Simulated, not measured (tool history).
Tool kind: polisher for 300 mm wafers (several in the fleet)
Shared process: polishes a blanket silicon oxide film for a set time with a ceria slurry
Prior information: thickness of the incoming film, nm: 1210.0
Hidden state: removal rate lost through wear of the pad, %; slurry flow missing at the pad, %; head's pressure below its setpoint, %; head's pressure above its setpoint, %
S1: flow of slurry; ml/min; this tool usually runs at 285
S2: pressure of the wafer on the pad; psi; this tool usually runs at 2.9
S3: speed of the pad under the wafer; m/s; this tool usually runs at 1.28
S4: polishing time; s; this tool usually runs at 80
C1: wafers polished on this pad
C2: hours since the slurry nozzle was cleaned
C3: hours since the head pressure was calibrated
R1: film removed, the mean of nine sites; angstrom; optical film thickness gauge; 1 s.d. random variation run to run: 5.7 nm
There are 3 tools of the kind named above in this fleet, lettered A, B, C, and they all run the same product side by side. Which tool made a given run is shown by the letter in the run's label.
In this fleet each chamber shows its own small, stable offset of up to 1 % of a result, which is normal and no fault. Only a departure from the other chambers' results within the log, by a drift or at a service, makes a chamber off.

run,day,S1,S2,S3,S4,C1,C2,C3,R1
1B,0.188,285,2.9,1.28,80,784,667.1,243.4,4273.4
# day 0.379: chamber C: head pressure recalibrated
2A,0.533,285,2.9,1.28,80,145,200.2,286.1,4153.2
# day 0.629: chamber B: worn pad replaced by a new one
3C,0.854,285,2.9,1.28,80,931,108.4,11.4,4174.2
# day 1.088: chamber C: worn pad replaced by a new one
4C,1.108,285,2.9,1.28,80,5,114.5,17.5,4146.8
5B,1.367,285,2.9,1.28,80,190,695.4,271.7,4206.9
6A,1.567,285,2.9,1.28,80,411,225,310.9,4206.9
7C,1.933,285,3.3,1.62,80,217,134.3,37.3,6089.8
8A,2.292,285,3.3,1.62,80,597,242.4,328.3,5924
9B,2.492,285,3.3,1.62,80,480,722.4,298.7,6114.2
10A,2.867,285,2.9,1.28,80,745,256.2,342.1,4082.7
11B,3.042,285,2.9,1.28,80,621,735.6,311.9,4199.4
12C,3.425,285,2.9,1.08,80,601,170.1,73.1,3426.5
13C,3.696,285,2.9,1.08,80,671,176.6,79.6,3571
14B,4.042,285,2.9,1.08,80,879,759.6,335.9,3553.8
# day 4.317: chamber B: worn pad replaced by a new one
15A,4.4,285,2.9,0.94,63,1140,293,378.9,2300.2
# day 4.45: chamber A: worn pad replaced by a new one
# day 4.696: chamber A: slurry nozzle cleaned
16C,4.75,285,2.9,0.94,63,942,201.9,104.9,2394.4
17B,4.962,285,2.9,0.94,63,166,781.7,358,2388.1
18A,5.196,285,2.9,1.28,80,192,12,398,4086.3
19C,5.396,330,2.5,1.28,80,1108,217.4,120.4,3679.8
# day 5.596: chamber C: worn pad replaced by a new one
20A,5.638,330,2.5,1.28,80,306,22.6,408.6,3525
21B,5.954,330,2.5,1.28,80,422,805.5,381.8,3615.1
22B,6.142,285,2.9,1.28,80,470,810,386.3,4222.5
23A,6.458,285,2.9,1.28,80,517,42.3,428.3,3822.8
24C,6.804,285,2.9,1.28,80,311,251.2,154.2,4136.5
25B,7.117,285,2.9,1.28,80,721,833.4,409.7,4152.1
26A,7.404,285,2.9,1.28,80,761,65,451,3912.7
27C,7.75,285,2.9,1.02,90,555,273.9,176.9,3667
28B,7.996,285,2.9,1.02,90,947,854.5,430.8,3725.6
29A,8.267,285,2.9,1.02,90,983,85.7,471.7,3482.8

The same settings go to every chamber for the next run, one line per chamber below. Forecast the results for each:
30A,8.542,285,2.9,1.28,80,,,,?
30B,8.542,285,2.9,1.28,80,,,,?
30C,8.542,285,2.9,1.28,80,,,,?

run,R1
30A,3814.2
30B,4198.1
30C,4190.2
